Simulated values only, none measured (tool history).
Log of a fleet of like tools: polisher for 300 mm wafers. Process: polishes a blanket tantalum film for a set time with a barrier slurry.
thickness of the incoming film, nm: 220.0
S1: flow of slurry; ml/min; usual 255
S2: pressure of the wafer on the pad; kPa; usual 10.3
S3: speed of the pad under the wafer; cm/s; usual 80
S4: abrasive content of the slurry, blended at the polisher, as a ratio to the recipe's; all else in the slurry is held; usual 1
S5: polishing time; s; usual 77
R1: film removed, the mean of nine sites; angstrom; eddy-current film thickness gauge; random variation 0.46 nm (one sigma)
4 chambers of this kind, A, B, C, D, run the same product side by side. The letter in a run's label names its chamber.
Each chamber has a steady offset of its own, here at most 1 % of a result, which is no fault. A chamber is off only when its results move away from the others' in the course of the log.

{"hour": 11.4, "done": "chamber C: worn pad replaced by a new one"}
{"run": "1A", "hour": 14.9, "S1": 255, "S2": 10.3, "S3": 80, "S4": 1, "S5": 77, "R1": 722.46}
{"hour": 28.3, "done": "chamber B: slurry blender recalibrated"}
{"hour": 30.3, "done": "chamber D: slurry blender recalibrated"}
{"run": "2D", "hour": 30.7, "S1": 255, "S2": 10.3, "S3": 80, "S4": 1, "S5": 77, "R1": 710.74}
{"hour": 44.1, "done": "chamber A: worn pad replaced by a new one"}
{"run": "3B", "hour": 45.9, "S1": 255, "S2": 10.3, "S3": 80, "S4": 1, "S5": 77, "R1": 718.69}
{"run": "4C", "hour": 59.4, "S1": 255, "S2": 10.3, "S3": 80, "S4": 1, "S5": 77, "R1": 730.91}
{"run": "5C", "hour": 68.6, "S1": 255, "S2": 10.3, "S3": 80, "S4": 1, "S5": 77, "R1": 713.73}
{"run": "6A", "hour": 80.6, "S1": 255, "S2": 10.3, "S3": 80, "S4": 1, "S5": 77, "R1": 719.91}
{"run": "7D", "hour": 88.4, "S1": 255, "S2": 10.3, "S3": 80, "S4": 1, "S5": 77, "R1": 722.93}
{"run": "8B", "hour": 98.6, "S1": 255, "S2": 10.3, "S3": 80, "S4": 1, "S5": 77, "R1": 714.48}
{"hour": 111.4, "done": "chamber A: slurry blender recalibrated"}
{"run": "9B", "hour": 112.9, "S1": 255, "S2": 10.3, "S3": 80, "S4": 1, "S5": 77, "R1": 712.5}
{"run": "10C", "hour": 128.8, "S1": 255, "S2": 10.3, "S3": 80, "S4": 1, "S5": 77, "R1": 722.06}
{"run": "11D", "hour": 143.0, "S1": 255, "S2": 10.3, "S3": 80, "S4": 1, "S5": 77, "R1": 722.14}
{"hour": 144.3, "done": "chamber D: worn pad replaced by a new one"}
{"hour": 146.9, "done": "chamber D: head pressure recalibrated"}
{"hour": 147.4, "done": "chamber C: worn pad replaced by a new one"}
{"run": "12A", "hour": 151.1, "S1": 255, "S2": 13.8, "S3": 80, "S4": 1.15, "S5": 77, "R1": 992.52}
{"run": "13C", "hour": 159.5, "S1": 255, "S2": 13.8, "S3": 80, "S4": 1.15, "S5": 77, "R1": 998.22}
{"run": "14A", "hour": 174.2, "S1": 255, "S2": 13.8, "S3": 80, "S4": 1.15, "S5": 77, "R1": 1004.2}
{"hour": 181.2, "done": "chamber C: head pressure recalibrated"}
{"run": "15D", "hour": 183.0, "S1": 255, "S2": 13.8, "S3": 80, "S4": 1.15, "S5": 77, "R1": 989.96}
{"hour": 188.2, "done": "chamber D: slurry nozzle cleaned"}
{"run": "16B", "hour": 198.1, "S1": 255, "S2": 10.3, "S3": 80, "S4": 1, "S5": 77, "R1": 707.29}
{"hour": 198.4, "done": "chamber C: slurry blender recalibrated"}
{"hour": 208.9, "done": "chamber D: slurry blender recalibrated"}
{"run": "17C", "hour": 210.0, "S1": 255, "S2": 10.3, "S3": 80, "S4": 1, "S5": 77, "R1": 729.82}
{"run": "18B", "hour": 219.5, "S1": 255, "S2": 10.3, "S3": 80, "S4": 1, "S5": 77, "R1": 711.85}
{"run": "19A", "hour": 234.0, "S1": 255, "S2": 10.3, "S3": 80, "S4": 1, "S5": 77, "R1": 720.38}
{"run": "20D", "hour": 242.8, "S1": 255, "S2": 10.3, "S3": 80, "S4": 1, "S5": 77, "R1": 720.24}
{"run": "21D", "hour": 257.8, "S1": 255, "S2": 10.3, "S3": 80, "S4": 1.1, "S5": 95, "R1": 914.88}
{"hour": 262.0, "done": "chamber B: slurry nozzle cleaned"}
{"hour": 271.2, "done": "chamber A: worn pad replaced by a new one"}
{"run": "22A", "hour": 272.4, "S1": 255, "S2": 10.3, "S3": 80, "S4": 1.1, "S5": 95, "R1": 926.48}
{"hour": 281.2, "done": "chamber C: worn pad replaced by a new one"}
{"run": "23B", "hour": 287.4, "S1": 255, "S2": 10.3, "S3": 80, "S4": 1.1, "S5": 95, "R1": 894.75}
{"run": "24C", "hour": 297.5, "S1": 255, "S2": 10.3, "S3": 80, "S4": 1.1, "S5": 95, "R1": 916.34}
{"hour": 304.7, "done": "chamber A: slurry blender recalibrated"}
{"run": "25B", "hour": 306.3, "S1": 255, "S2": 10.3, "S3": 80, "S4": 1, "S5": 77, "R1": 701.99}
{"run": "26A", "hour": 319.3, "S1": 255, "S2": 10.3, "S3": 80, "S4": 1, "S5": 77, "R1": 721.71}
{"hour": 321.1, "done": "chamber C: slurry nozzle cleaned"}
{"hour": 323.4, "done": "chamber B: slurry blender recalibrated"}
{"run": "27D", "hour": 333.3, "S1": 255, "S2": 10.3, "S3": 80, "S4": 1, "S5": 77, "R1": 720.63}
{"run": "28C", "hour": 340.6, "S1": 255, "S2": 10.3, "S3": 80, "S4": 1, "S5": 77, "R1": 724.58}
{"hour": 350.5, "done": "chamber D: worn pad replaced by a new one"}
{"run": "29A", "hour": 352.5, "S1": 255, "S2": 10.3, "S3": 80, "S4": 1, "S5": 77, "R1": 718.13}
{"run": "30D", "hour": 360.8, "S1": 255, "S2": 10.3, "S3": 80, "S4": 1, "S5": 77, "R1": 732.1}
{"hour": 367.8, "done": "chamber D: slurry blender recalibrated"}
{"run": "31B", "hour": 368.4, "S1": 255, "S2": 10.3, "S3": 80, "S4": 1, "S5": 92, "R1": 835.03}
{"run": "32C", "hour": 383.6, "S1": 255, "S2": 10.3, "S3": 80, "S4": 1, "S5": 92, "R1": 866.44}
{"run": "33A", "hour": 397.4, "S1": 255, "S2": 10.3, "S3": 80, "S4": 1, "S5": 92, "R1": 873.31}
{"run": "34D", "hour": 406.2, "S1": 255, "S2": 10.3, "S3": 80, "S4": 1, "S5": 92, "R1": 854.01}
{"hour": 411.9, "done": "chamber C: worn pad replaced by a new one"}
{"run": "35B", "hour": 421.7, "S1": 255, "S2": 10.3, "S3": 80, "S4": 1, "S5": 77, "R1": 691.23}
{"hour": 432.4, "done": "chamber A: slurry nozzle cleaned"}
{"hour": 433.5, "done": "chamber C: slurry blender recalibrated"}
{"run": "36C", "hour": 435.0, "S1": 305, "S2": 10.3, "S3": 80, "S4": 1, "S5": 77, "R1": 739.88}
{"run": "37A", "hour": 450.1, "S1": 305, "S2": 10.3, "S3": 80, "S4": 1, "S5": 77, "R1": 734.23}
{"run": "38C", "hour": 460.6, "S1": 305, "S2": 10.3, "S3": 80, "S4": 1, "S5": 77, "R1": 735.75}
{"run": "39B", "hour": 469.1, "S1": 305, "S2": 10.3, "S3": 80, "S4": 1, "S5": 77, "R1": 705.81}
{"run": "40D", "hour": 476.7, "S1": 255, "S2": 12.4, "S3": 80, "S4": 1, "S5": 77, "R1": 871.47}

Is one chamber off against the others, does the gauge drift, or is nothing wrong? If a chamber is off, say which, and what the likeliest cause is.

Chamber B drifts away from the others.
Cause: removal rate lost through wear of the pad, % = 4.26.
The log may not tell that from: head's pressure below its setpoint, %.

Here are 4 candidates for chamber B's next run, each the usual settings with a change, their results left as question marks. Which one brings its results back in line with what the others give on the usual settings?
In line means no further than this from the other chambers' mean on the usual settings: R1 16 angstrom
{"run": "41B-1", "hour": 488.1, "S1": 255, "S2": 10.3, "S3": 80, "S4": 0.75, "S5": 77, "R1": "?"}
{"run": "41B-2", "hour": 488.1, "S1": 255, "S2": 10.3, "S3": 80, "S4": 1, "S5": 81, "R1": "?"}
{"run": "41B-3", "hour": 488.1, "S1": 255, "S2": 10.3, "S3": 80, "S4": 1, "S5": 84, "R1": "?"}
{"run": "41B-4", "hour": 488.1, "S1": 255, "S2": 10.3, "S3": 78, "S4": 1, "S5": 75, "R1": "?"}

The other chambers' mean on the usual settings: R1 723.73 angstrom
run=41B-1 R1=631.27
run=41B-2 R1=726.3
run=41B-3 R1=753.2
run=41B-4 R1=655.88
41B-2 brings the chamber back in line.
